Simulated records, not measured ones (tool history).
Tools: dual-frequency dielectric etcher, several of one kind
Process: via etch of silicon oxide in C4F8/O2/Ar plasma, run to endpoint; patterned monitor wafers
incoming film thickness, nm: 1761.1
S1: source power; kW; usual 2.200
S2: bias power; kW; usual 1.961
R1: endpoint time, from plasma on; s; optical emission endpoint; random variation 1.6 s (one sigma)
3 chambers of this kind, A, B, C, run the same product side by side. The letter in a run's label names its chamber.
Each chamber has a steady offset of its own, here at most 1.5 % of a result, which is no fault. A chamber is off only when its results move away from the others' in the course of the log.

{"run": "1C", "hour": 8.6, "S1": 2.2, "S2": 1.961, "R1": 336.28}
{"run": "2B", "hour": 18.4, "S1": 2.2, "S2": 1.961, "R1": 334.52}
{"run": "3A", "hour": 23.8, "S1": 2.2, "S2": 1.961, "R1": 339.35}
{"run": "4B", "hour": 30.9, "S1": 2.2, "S2": 1.961, "R1": 339.14}
{"run": "5A", "hour": 36.2, "S1": 1.78, "S2": 1.531, "R1": 395.82}
{"run": "6C", "hour": 46.4, "S1": 1.78, "S2": 1.531, "R1": 390.24}
{"run": "7B", "hour": 54.1, "S1": 1.78, "S2": 1.531, "R1": 389.23}
{"run": "8A", "hour": 61.1, "S1": 1.8, "S2": 1.489, "R1": 394.53}
{"run": "9C", "hour": 72.0, "S1": 1.8, "S2": 1.489, "R1": 393.5}
{"run": "10B", "hour": 82.6, "S1": 1.8, "S2": 1.489, "R1": 394.57}
{"run": "11C", "hour": 91.9, "S1": 2.2, "S2": 1.961, "R1": 337.86}
{"run": "12A", "hour": 100.8, "S1": 2.2, "S2": 1.961, "R1": 341.04}
{"run": "13B", "hour": 110.9, "S1": 2.2, "S2": 1.961, "R1": 334.49}
{"run": "14C", "hour": 119.3, "S1": 2.2, "S2": 1.961, "R1": 335.67}
{"hour": 121.6, "done": "chamber B: wet clean of the chamber"}
{"run": "15A", "hour": 125.6, "S1": 2.2, "S2": 1.961, "R1": 340.58}
{"run": "16C", "hour": 133.3, "S1": 2.2, "S2": 1.961, "R1": 337.9}
{"run": "17B", "hour": 141.0, "S1": 2.41, "S2": 1.59, "R1": 325.2}
{"run": "18A", "hour": 149.6, "S1": 2.41, "S2": 1.59, "R1": 348.45}
{"run": "19C", "hour": 159.2, "S1": 2.41, "S2": 1.59, "R1": 345.12}
{"run": "20A", "hour": 164.4, "S1": 2.2, "S2": 1.961, "R1": 340.66}
{"run": "21B", "hour": 170.1, "S1": 2.2, "S2": 1.961, "R1": 320.95}
{"run": "22A", "hour": 175.6, "S1": 2.2, "S2": 1.961, "R1": 341.8}
{"run": "23B", "hour": 181.2, "S1": 2.2, "S2": 1.961, "R1": 322.83}
{"run": "24C", "hour": 187.6, "S1": 2.2, "S2": 1.961, "R1": 335.46}
{"run": "25A", "hour": 196.5, "S1": 2.2, "S2": 1.961, "R1": 338.16}
{"run": "26C", "hour": 206.0, "S1": 2.2, "S2": 1.961, "R1": 337.12}
{"run": "27B", "hour": 211.1, "S1": 2.2, "S2": 1.961, "R1": 321.3}
{"run": "28C", "hour": 220.8, "S1": 1.77, "S2": 1.76, "R1": 377.65}
{"run": "29A", "hour": 227.5, "S1": 1.77, "S2": 1.76, "R1": 379.85}
{"run": "30B", "hour": 237.1, "S1": 1.77, "S2": 1.76, "R1": 361.72}
{"hour": 245.9, "done": "chamber C: wet clean of the chamber"}
{"run": "31A", "hour": 246.4, "S1": 2.66, "S2": 1.54, "R1": 336.68}
{"hour": 252.1, "done": "chamber A: wet clean of the chamber"}
{"run": "32B", "hour": 252.2, "S1": 2.66, "S2": 1.54, "R1": 318.5}
{"run": "33C", "hour": 259.8, "S1": 2.66, "S2": 1.54, "R1": 333.34}
{"run": "34C", "hour": 267.6, "S1": 2.2, "S2": 1.961, "R1": 336.58}
{"run": "35B", "hour": 273.7, "S1": 2.2, "S2": 1.961, "R1": 322.34}
{"run": "36A", "hour": 284.0, "S1": 2.2, "S2": 1.961, "R1": 341.05}
{"run": "37A", "hour": 295.0, "S1": 2.2, "S2": 1.961, "R1": 340.21}
{"run": "38C", "hour": 303.6, "S1": 2.2, "S2": 1.961, "R1": 340.71}
{"run": "39B", "hour": 309.3, "S1": 2.2, "S2": 1.961, "R1": 323.02}
{"run": "40A", "hour": 316.4, "S1": 2.2, "S2": 1.961, "R1": 338.72}

Next, every chamber runs the same settings. What will each give?
{"run": "41A", "hour": 324.2, "S1": 2.2, "S2": 1.544, "R1": "?"}
{"run": "41B", "hour": 324.2, "S1": 2.2, "S2": 1.544, "R1": "?"}
{"run": "41C", "hour": 324.2, "S1": 2.2, "S2": 1.544, "R1": "?"}

run=41A R1=360.12
run=41B R1=343.05
run=41C R1=360.40
